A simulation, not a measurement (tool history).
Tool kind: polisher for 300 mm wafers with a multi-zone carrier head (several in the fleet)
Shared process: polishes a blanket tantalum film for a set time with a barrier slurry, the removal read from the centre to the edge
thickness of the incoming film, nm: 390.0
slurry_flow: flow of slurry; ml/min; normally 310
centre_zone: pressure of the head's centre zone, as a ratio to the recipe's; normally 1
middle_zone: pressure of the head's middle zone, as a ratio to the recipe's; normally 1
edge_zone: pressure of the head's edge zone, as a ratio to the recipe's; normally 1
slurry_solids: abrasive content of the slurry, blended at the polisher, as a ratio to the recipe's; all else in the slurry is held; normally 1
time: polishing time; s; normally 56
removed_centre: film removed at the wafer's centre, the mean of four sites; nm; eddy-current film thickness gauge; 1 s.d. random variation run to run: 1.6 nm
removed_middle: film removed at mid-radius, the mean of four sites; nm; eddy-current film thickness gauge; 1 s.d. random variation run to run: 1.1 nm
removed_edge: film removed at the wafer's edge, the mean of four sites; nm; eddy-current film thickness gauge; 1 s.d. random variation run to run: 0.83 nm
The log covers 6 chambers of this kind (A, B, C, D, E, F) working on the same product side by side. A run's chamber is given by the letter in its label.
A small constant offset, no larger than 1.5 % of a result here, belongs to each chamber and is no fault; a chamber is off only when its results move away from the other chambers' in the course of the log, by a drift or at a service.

| run | hour | slurry_flow | centre_zone | middle_zone | edge_zone | slurry_solids | time | wafers polished on this pad | hours since the slurry nozzle was cleaned | hours since the centre zone pressure was calibrated | hours since the edge zone pressure was calibrated | removed_centre | removed_middle | removed_edge |
|---|---|---|---|---|---|---|---|---|---|---|---|---|---|---|
| 1D | 14.8 | 310 | 1 | 1 | 1 | 1 | 56 | 301 | 377.8 | 241.6 | 112.4 | 118.44 | 120.32 | 123.33 |
|  | 20.5 | chamber B: edge zone pressure recalibrated |
|  | 27.3 | chamber F: worn pad replaced by a new one |
| 2E | 29.4 | 310 | 1 | 1 | 1 | 1 | 56 | 1066 | 46.1 | 975.6 | 362.5 | 121.69 | 122.3 | 122.97 |
|  | 33.3 | chamber B: worn pad replaced by a new one |
|  | 38.7 | chamber C: worn pad replaced by a new one |
| 3C | 39.8 | 310 | 1 | 1 | 1 | 1 | 56 | 14 | 308.7 | 226.4 | 213.3 | 121.32 | 120.91 | 122.7 |
|  | 41.1 | chamber B: centre zone pressure recalibrated |
| 4B | 50.8 | 310 | 1 | 1 | 1 | 1 | 56 | 219 | 69.8 | 9.7 | 30.3 | 125.85 | 123.55 | 124.06 |
| 5F | 60.9 | 310 | 1 | 1 | 1 | 1 | 56 | 420 | 91.8 | 774.8 | 453.9 | 124.47 | 121.24 | 121.6 |
|  | 63.9 | chamber D: worn pad replaced by a new one |
| 6A | 68.8 | 240 | 1 | 1 | 1 | 1 | 56 | 1048 | 428.9 | 284.2 | 493.3 | 119.86 | 117.61 | 117.69 |
|  | 71.8 | chamber A: worn pad replaced by a new one |
| 7D | 78 | 240 | 1 | 1 | 1 | 1 | 56 | 176 | 441 | 304.8 | 175.6 | 117.25 | 119.55 | 120.62 |
| 8E | 89.8 | 240 | 1 | 1 | 1 | 1 | 56 | 1820 | 106.5 | 1036 | 422.9 | 117.12 | 119.18 | 118.9 |
|  | 96.8 | chamber D: centre zone pressure recalibrated |
|  | 99.7 | chamber A: centre zone pressure recalibrated |
| 9C | 100.7 | 240 | 1 | 1 | 1 | 1 | 56 | 774 | 369.6 | 287.3 | 274.2 | 115.94 | 118.77 | 119.94 |
|  | 103.9 | chamber F: worn pad replaced by a new one |
| 10F | 107.8 | 240 | 1 | 1 | 1 | 1 | 56 | 48 | 138.7 | 821.7 | 500.8 | 119.92 | 117.01 | 118.95 |
| 11A | 118.2 | 240 | 1 | 1 | 1 | 1 | 56 | 579 | 478.3 | 18.6 | 542.7 | 115.56 | 118.85 | 117.86 |
|  | 128 | chamber C: worn pad replaced by a new one |
| 12B | 131 | 310 | 1 | 1 | 1 | 1 | 56 | 1220 | 150 | 89.9 | 110.5 | 121.9 | 123.16 | 124.57 |
|  | 139.6 | chamber D: worn pad replaced by a new one |
|  | 140.2 | chamber B: worn pad replaced by a new one |
|  | 141 | chamber A: worn pad replaced by a new one |
| 13A | 141.5 | 310 | 1 | 1 | 1 | 1 | 56 | 6 | 501.6 | 41.9 | 566 | 120.21 | 120.67 | 121.68 |
| 14B | 151.8 | 310 | 1 | 1 | 1 | 1 | 56 | 145 | 170.8 | 110.7 | 131.3 | 122.53 | 124.57 | 122.8 |
| 15D | 158.8 | 310 | 1 | 1 | 1 | 1 | 56 | 240 | 521.8 | 62 | 256.4 | 120.4 | 121.86 | 120.51 |
|  | 167.3 | chamber A: slurry nozzle cleaned |
| 16E | 170.4 | 310 | 1 | 1 | 1 | 0.85 | 46 | 2826 | 187.1 | 1116.6 | 503.5 | 91.22 | 94.785 | 93.648 |
| 17F | 177.6 | 310 | 1 | 1 | 1 | 0.85 | 46 | 920 | 208.5 | 891.5 | 570.6 | 95.068 | 96.387 | 96.158 |
| 18C | 185.8 | 310 | 1 | 1 | 1 | 0.85 | 46 | 721 | 454.7 | 372.4 | 359.3 | 95.043 | 94.568 | 95.477 |
| 19A | 199.5 | 310 | 1 | 1 | 1 | 0.85 | 46 | 730 | 32.3 | 99.9 | 624 | 97.882 | 94.967 | 95.979 |
|  | 199.7 | chamber C: centre zone pressure recalibrated |
|  | 200.2 | chamber F: worn pad replaced by a new one |
| 20E | 209.5 | 310 | 1 | 1 | 1 | 0.85 | 46 | 3314 | 226.2 | 1155.7 | 542.6 | 88.894 | 91.591 | 91.929 |
|  | 210.4 | chamber C: worn pad replaced by a new one |
| 21F | 219 | 310 | 1 | 1 | 1 | 0.85 | 46 | 234 | 249.9 | 932.9 | 612 | 96.365 | 94.921 | 95.982 |
|  | 226 | chamber A: worn pad replaced by a new one |
| 22D | 230.5 | 220 | 1 | 1 | 1.11 | 1 | 56 | 1135 | 593.5 | 133.7 | 328.1 | 114.12 | 119.33 | 125.7 |
|  | 231.9 | chamber D: worn pad replaced by a new one |
|  | 237.2 | chamber E: edge zone pressure recalibrated |
| 23B | 243.5 | 220 | 1 | 1 | 1.11 | 1 | 56 | 1290 | 262.5 | 202.4 | 223 | 115.42 | 116.56 | 126.1 |
| 24C | 254.9 | 220 | 1 | 1 | 1.11 | 1 | 56 | 556 | 523.8 | 55.3 | 428.4 | 114.57 | 118.62 | 124.87 |
| 25D | 261.7 | 220 | 1 | 1 | 1.11 | 1 | 56 | 373 | 624.7 | 164.9 | 359.3 | 115.1 | 118.81 | 125.94 |
|  | 264.5 | chamber B: worn pad replaced by a new one |
| 26A | 273.2 | 220 | 1 | 1 | 1.11 | 1 | 56 | 589 | 106 | 173.6 | 697.7 | 116.25 | 116.51 | 124.97 |
|  | 277.1 | chamber F: worn pad replaced by a new one |
| 27B | 283 | 220 | 1 | 1 | 1.11 | 1 | 56 | 230 | 302 | 241.9 | 262.5 | 116.83 | 119.62 | 126.18 |
|  | 287.1 | chamber C: worn pad replaced by a new one |
| 28C | 295.1 | 310 | 1 | 1 | 1 | 1 | 56 | 100 | 564 | 95.5 | 468.6 | 119.02 | 120.28 | 120.6 |
|  | 301.9 | chamber D: worn pad replaced by a new one |
| 29E | 304.1 | 310 | 1 | 1 | 1 | 1 | 56 | 4495 | 320.8 | 1250.3 | 66.9 | 114.03 | 113.43 | 113.28 |
|  | 307.1 | chamber F: edge zone pressure recalibrated |
|  | 308.9 | chamber A: worn pad replaced by a new one |
| 30F | 316 | 310 | 1 | 1 | 1 | 1 | 56 | 486 | 346.9 | 1029.9 | 9 | 120.61 | 120.38 | 119.33 |
| 31E | 324.1 | 310 | 1 | 1 | 1 | 1 | 56 | 4745 | 340.8 | 1270.3 | 86.9 | 109.82 | 114.11 | 113.6 |
| 32B | 337.3 | 310 | 1 | 1 | 1 | 1 | 56 | 908 | 356.3 | 296.2 | 316.8 | 121.1 | 123.66 | 123.72 |
| 33C | 345.8 | 310 | 1 | 0.9 | 1.04 | 1 | 56 | 733 | 614.7 | 146.2 | 519.3 | 120.91 | 111.61 | 123.65 |
|  | 353.8 | chamber F: worn pad replaced by a new one |
| 34A | 361.1 | 310 | 1 | 0.9 | 1.04 | 1 | 56 | 652 | 193.9 | 261.5 | 785.6 | 122.84 | 110.82 | 123.16 |
| 35D | 371.6 | 310 | 1 | 0.9 | 1.04 | 1 | 56 | 870 | 734.6 | 274.8 | 469.2 | 121.12 | 111.75 | 126.51 |
|  | 380.4 | chamber A: worn pad replaced by a new one |
| 36F | 386.2 | 310 | 1 | 0.9 | 1.04 | 1 | 56 | 404 | 417.1 | 1100.1 | 79.2 | 120.12 | 109.53 | 123.13 |
| 37F | 395 | 310 | 1 | 0.9 | 1.04 | 1 | 56 | 514 | 425.9 | 1108.9 | 88 | 121.99 | 110.8 | 124.43 |
| 38A | 405.8 | 310 | 1 | 0.9 | 1.04 | 1 | 56 | 317 | 238.6 | 306.2 | 830.3 | 122.04 | 111.52 | 123.61 |

Next, all 6 chambers run the settings below, one line each with question marks for the results. What does each chamber give?
| 39A | 417 | 310 | 1 | 1 | 1 | 1 | 56 |  |  |  |  | ? | ? | ? |
| 39B | 417 | 310 | 1 | 1 | 1 | 1 | 56 |  |  |  |  | ? | ? | ? |
| 39C | 417 | 310 | 1 | 1 | 1 | 1 | 56 |  |  |  |  | ? | ? | ? |
| 39D | 417 | 310 | 1 | 1 | 1 | 1 | 56 |  |  |  |  | ? | ? | ? |
| 39E | 417 | 310 | 1 | 1 | 1 | 1 | 56 |  |  |  |  | ? | ? | ? |
| 39F | 417 | 310 | 1 | 1 | 1 | 1 | 56 |  |  |  |  | ? | ? | ? |

| run | removed_centre | removed_middle | removed_edge |
|---|---|---|---|
| 39A | 118.86 | 118.74 | 122.38 |
| 39B | 122.83 | 119.68 | 123.17 |
| 39C | 119.02 | 121.97 | 122.77 |
| 39D | 120.09 | 124.26 | 123.31 |
| 39E | 107.34 | 109.26 | 111.86 |
| 39F | 123.86 | 120.62 | 120.5 |
